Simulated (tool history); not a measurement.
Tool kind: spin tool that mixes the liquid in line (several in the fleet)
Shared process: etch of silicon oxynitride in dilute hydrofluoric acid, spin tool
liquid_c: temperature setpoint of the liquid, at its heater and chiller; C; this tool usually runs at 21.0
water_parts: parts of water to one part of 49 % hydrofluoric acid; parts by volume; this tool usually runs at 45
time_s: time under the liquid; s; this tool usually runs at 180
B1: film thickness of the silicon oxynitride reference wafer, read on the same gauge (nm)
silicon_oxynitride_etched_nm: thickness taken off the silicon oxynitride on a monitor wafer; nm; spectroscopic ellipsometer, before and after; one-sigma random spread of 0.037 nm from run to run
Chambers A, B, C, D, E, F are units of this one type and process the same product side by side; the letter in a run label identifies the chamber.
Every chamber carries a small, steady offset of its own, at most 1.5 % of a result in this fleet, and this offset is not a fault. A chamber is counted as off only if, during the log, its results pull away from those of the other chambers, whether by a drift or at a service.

{"run": "1A", "hour": 11.5, "liquid_c": 21.0, "water_parts": 45, "time_s": 180, "B1": 60.047, "silicon_oxynitride_etched_nm": 7.2335}
{"run": "2E", "hour": 20.7, "liquid_c": 21.0, "water_parts": 45, "time_s": 180, "B1": 59.999, "silicon_oxynitride_etched_nm": 7.2256}
{"run": "3F", "hour": 33.4, "liquid_c": 21.0, "water_parts": 45, "time_s": 180, "B1": 60.02, "silicon_oxynitride_etched_nm": 7.363}
{"run": "4C", "hour": 40.3, "liquid_c": 21.0, "water_parts": 45, "time_s": 180, "B1": 60.012, "silicon_oxynitride_etched_nm": 7.3012}
{"run": "5B", "hour": 47.6, "liquid_c": 21.0, "water_parts": 45, "time_s": 180, "B1": 59.991, "silicon_oxynitride_etched_nm": 7.299}
{"run": "6D", "hour": 54.3, "liquid_c": 21.0, "water_parts": 45, "time_s": 180, "B1": 60.024, "silicon_oxynitride_etched_nm": 7.3605}
{"run": "7C", "hour": 65.8, "liquid_c": 21.0, "water_parts": 45, "time_s": 180, "B1": 59.966, "silicon_oxynitride_etched_nm": 7.2665}
{"run": "8A", "hour": 77.7, "liquid_c": 21.0, "water_parts": 45, "time_s": 180, "B1": 60.019, "silicon_oxynitride_etched_nm": 7.2547}
{"run": "9B", "hour": 84.9, "liquid_c": 21.0, "water_parts": 45, "time_s": 180, "B1": 60.008, "silicon_oxynitride_etched_nm": 7.3585}
{"run": "10D", "hour": 94.2, "liquid_c": 21.0, "water_parts": 45, "time_s": 180, "B1": 60.012, "silicon_oxynitride_etched_nm": 7.3637}
{"run": "11E", "hour": 101.5, "liquid_c": 21.0, "water_parts": 45, "time_s": 180, "B1": 60.033, "silicon_oxynitride_etched_nm": 7.2933}
{"run": "12F", "hour": 114.9, "liquid_c": 21.0, "water_parts": 45, "time_s": 180, "B1": 60.018, "silicon_oxynitride_etched_nm": 7.3502}
{"run": "13E", "hour": 122.2, "liquid_c": 21.0, "water_parts": 45, "time_s": 180, "B1": 60.037, "silicon_oxynitride_etched_nm": 7.2262}
{"run": "14F", "hour": 129.4, "liquid_c": 21.0, "water_parts": 45, "time_s": 180, "B1": 59.975, "silicon_oxynitride_etched_nm": 7.4259}
{"run": "15C", "hour": 138.8, "liquid_c": 21.0, "water_parts": 45, "time_s": 180, "B1": 60.064, "silicon_oxynitride_etched_nm": 7.2447}
{"run": "16B", "hour": 150.5, "liquid_c": 21.0, "water_parts": 45, "time_s": 180, "B1": 59.98, "silicon_oxynitride_etched_nm": 7.3215}
{"run": "17D", "hour": 161.1, "liquid_c": 21.0, "water_parts": 45, "time_s": 180, "B1": 59.999, "silicon_oxynitride_etched_nm": 7.4168}
{"run": "18A", "hour": 170.7, "liquid_c": 21.0, "water_parts": 45, "time_s": 180, "B1": 60.028, "silicon_oxynitride_etched_nm": 7.2223}
{"run": "19E", "hour": 179.9, "liquid_c": 21.0, "water_parts": 45, "time_s": 180, "B1": 60.032, "silicon_oxynitride_etched_nm": 7.2304}
{"run": "20F", "hour": 192.0, "liquid_c": 21.0, "water_parts": 45, "time_s": 180, "B1": 59.952, "silicon_oxynitride_etched_nm": 7.2822}
{"run": "21B", "hour": 201.6, "liquid_c": 23.0, "water_parts": 45, "time_s": 180, "B1": 59.984, "silicon_oxynitride_etched_nm": 8.0949}
{"run": "22C", "hour": 211.8, "liquid_c": 23.0, "water_parts": 45, "time_s": 180, "B1": 60.022, "silicon_oxynitride_etched_nm": 8.0454}
{"run": "23A", "hour": 221.9, "liquid_c": 23.0, "water_parts": 45, "time_s": 180, "B1": 60.033, "silicon_oxynitride_etched_nm": 8.0271}
{"run": "24D", "hour": 233.0, "liquid_c": 23.0, "water_parts": 45, "time_s": 180, "B1": 59.985, "silicon_oxynitride_etched_nm": 8.1565}
{"run": "25F", "hour": 241.1, "liquid_c": 23.0, "water_parts": 45, "time_s": 180, "B1": 60.019, "silicon_oxynitride_etched_nm": 8.0376}
{"run": "26A", "hour": 248.0, "liquid_c": 23.0, "water_parts": 45, "time_s": 180, "B1": 60.024, "silicon_oxynitride_etched_nm": 7.9953}
{"run": "27C", "hour": 256.1, "liquid_c": 21.0, "water_parts": 45, "time_s": 180, "B1": 59.997, "silicon_oxynitride_etched_nm": 7.3164}
{"run": "28B", "hour": 263.9, "liquid_c": 21.0, "water_parts": 45, "time_s": 180, "B1": 60.053, "silicon_oxynitride_etched_nm": 7.3876}
{"run": "29D", "hour": 273.5, "liquid_c": 21.0, "water_parts": 45, "time_s": 180, "B1": 60.037, "silicon_oxynitride_etched_nm": 7.3961}
{"run": "30E", "hour": 283.7, "liquid_c": 21.0, "water_parts": 45, "time_s": 180, "B1": 59.991, "silicon_oxynitride_etched_nm": 7.3019}
{"hour": 283.8, "done": "chamber C: hydrofluoric acid flow meter replaced"}
{"hour": 285.4, "done": "chamber D: thermometer replaced"}
{"run": "31E", "hour": 293.7, "liquid_c": 21.0, "water_parts": 45, "time_s": 180, "B1": 60.007, "silicon_oxynitride_etched_nm": 7.2074}
{"run": "32C", "hour": 307.3, "liquid_c": 21.0, "water_parts": 45, "time_s": 180, "B1": 60.0, "silicon_oxynitride_etched_nm": 7.2461}
{"run": "33D", "hour": 316.2, "liquid_c": 21.0, "water_parts": 45, "time_s": 180, "B1": 59.967, "silicon_oxynitride_etched_nm": 7.3338}
{"hour": 318.3, "done": "chamber A: thermometer replaced"}
{"run": "34A", "hour": 324.0, "liquid_c": 21.0, "water_parts": 45, "time_s": 180, "B1": 60.003, "silicon_oxynitride_etched_nm": 7.2289}
{"run": "35B", "hour": 332.9, "liquid_c": 21.0, "water_parts": 45, "time_s": 180, "B1": 59.975, "silicon_oxynitride_etched_nm": 7.3421}
{"run": "36F", "hour": 345.9, "liquid_c": 24.5, "water_parts": 40, "time_s": 180, "B1": 60.022, "silicon_oxynitride_etched_nm": 9.6165}
{"run": "37D", "hour": 353.0, "liquid_c": 24.5, "water_parts": 40, "time_s": 180, "B1": 59.931, "silicon_oxynitride_etched_nm": 9.9498}

All chambers now run identical settings, listed one chamber a line with results as question marks. What results will each chamber show?
{"run": "38A", "hour": 363.5, "liquid_c": 21.0, "water_parts": 45, "time_s": 135, "silicon_oxynitride_etched_nm": "?"}
{"run": "38B", "hour": 363.5, "liquid_c": 21.0, "water_parts": 45, "time_s": 135, "silicon_oxynitride_etched_nm": "?"}
{"run": "38C", "hour": 363.5, "liquid_c": 21.0, "water_parts": 45, "time_s": 135, "silicon_oxynitride_etched_nm": "?"}
{"run": "38D", "hour": 363.5, "liquid_c": 21.0, "water_parts": 45, "time_s": 135, "silicon_oxynitride_etched_nm": "?"}
{"run": "38E", "hour": 363.5, "liquid_c": 21.0, "water_parts": 45, "time_s": 135, "silicon_oxynitride_etched_nm": "?"}
{"run": "38F", "hour": 363.5, "liquid_c": 21.0, "water_parts": 45, "time_s": 135, "silicon_oxynitride_etched_nm": "?"}

run=38A silicon_oxynitride_etched_nm=5.4162
run=38B silicon_oxynitride_etched_nm=5.5196
run=38C silicon_oxynitride_etched_nm=5.4671
run=38D silicon_oxynitride_etched_nm=5.5427
run=38E silicon_oxynitride_etched_nm=5.4038
run=38F silicon_oxynitride_etched_nm=5.3066
